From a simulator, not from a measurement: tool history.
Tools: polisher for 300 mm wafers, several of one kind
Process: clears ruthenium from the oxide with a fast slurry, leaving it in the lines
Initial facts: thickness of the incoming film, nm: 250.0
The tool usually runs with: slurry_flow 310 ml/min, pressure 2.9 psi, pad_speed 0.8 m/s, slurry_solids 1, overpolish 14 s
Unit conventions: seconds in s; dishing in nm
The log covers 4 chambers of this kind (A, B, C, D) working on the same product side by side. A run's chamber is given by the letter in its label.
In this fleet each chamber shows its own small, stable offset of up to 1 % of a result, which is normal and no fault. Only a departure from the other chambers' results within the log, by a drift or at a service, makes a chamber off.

run,hour,slurry_flow,pressure,pad_speed,slurry_solids,overpolish,wafers polished on this pad,hours since the slurry nozzle was cleaned,hours since the head pressure was calibrated,hours since the slurry blender was calibrated,seconds,dishing
1D,8.7,310,2.9,0.8,1,14,434,138.8,1050.1,27.2,79.194,37.248
# hour 9.2: chamber A: head pressure recalibrated
2A,17,310,2.9,0.8,1,14,937,29.2,7.8,61.4,77.931,37.333
3C,22.6,310,2.9,0.8,1,14,603,85.7,347.6,257.6,76.761,36.935
4B,30,310,2.9,0.8,1,14,274,268,437.4,75.7,77.788,37.251
5D,35.8,310,2.9,0.8,1,14,598,165.9,1077.2,54.3,77.881,36.222
# hour 37.9: chamber D: worn pad replaced by a new one
6C,43.4,310,2.9,0.8,1,14,729,106.5,368.4,278.4,76.471,37.027
7B,50.7,310,2,0.98,1,14,399,288.7,458.1,96.4,91.295,32.314
8A,55.3,310,2,0.98,1,14,1169,67.5,46.1,99.7,91.062,32.523
9D,60.7,310,2,0.98,1,14,138,190.8,1102.1,79.2,93.093,31.472
10A,66,310,2,0.98,1,14,1234,78.2,56.8,110.4,91.447,31.361
# hour 70.5: chamber C: worn pad replaced by a new one
11B,71,310,2.9,0.8,1,14,522,309,478.4,116.7,76.352,37.397
12C,76,310,2.9,0.8,1,14,33,139.1,401,311,76.044,36.481
13C,82.6,310,2.9,0.8,1,14,73,145.7,407.6,317.6,77.001,36.871
14D,90.9,255,3.3,0.8,1,14,320,221,1132.3,109.4,69.642,40.414
# hour 98.4: chamber D: head pressure recalibrated
15A,99.4,255,3.3,0.8,1,14,1435,111.6,90.2,143.8,69.706,40.766
# hour 106.4: chamber A: slurry blender recalibrated
16B,108,255,3.3,0.8,1,14,745,346,515.4,153.7,70.159,41.034
# hour 108.3: chamber A: worn pad replaced by a new one
17D,113.7,255,3.3,0.8,1,14,458,243.8,15.3,132.2,68.956,40.491
18C,123.6,310,2.9,0.8,1,14,321,186.7,448.6,358.6,76.082,37.59
# hour 129.2: chamber D: worn pad replaced by a new one
19A,130.3,310,2.9,0.8,1,14,133,142.5,121.1,24,77.481,36.81
20B,134.6,310,2.9,0.8,1,14,906,372.6,542,180.3,77.72,36.584
# hour 135.8: chamber D: slurry nozzle cleaned
21D,143.7,310,2.9,0.8,1,14,87,8,45.3,162.2,76.367,36.671
22C,153.6,310,2.9,0.8,1,14,502,216.7,478.6,388.6,76.492,37.093
# hour 156.7: chamber D: slurry blender recalibrated
23A,158,310,2.9,0.8,1,14,300,170.2,148.8,51.7,78.223,37.473
24B,164.1,310,2.9,0.8,1,14,1084,402.1,571.5,209.8,77.405,36.969
# hour 166.7: chamber C: slurry blender recalibrated
25B,172.2,310,2.9,0.8,1,14,1133,410.2,579.6,217.9,77.659,37.664
26A,178.4,310,2.9,0.8,1,14,424,190.6,169.2,72.1,78.268,36.098
27C,187.8,310,2.9,0.8,1,14,709,250.9,512.8,21.2,76.827,36.376
28D,192.2,310,2.9,0.8,1,14,380,56.5,93.8,35.6,77.785,36.487
29A,199.3,310,2.9,0.8,1,14,550,211.5,190.1,93,76.841,36.951
30C,205.8,310,2.9,0.8,1,14,817,268.9,530.8,39.2,75.737,37.303
# hour 207.2: chamber B: worn pad replaced by a new one
31B,211,310,2.9,0.8,1,14,23,449,618.4,256.7,77.478,37.241

What goes on in this fleet: one chamber off, a drifting gauge, or nothing beyond the chambers' own small offsets? Name the chamber and the cause, if any.

Neither any chamber nor the gauge drifts; the chambers differ only by their own small, steady offsets.
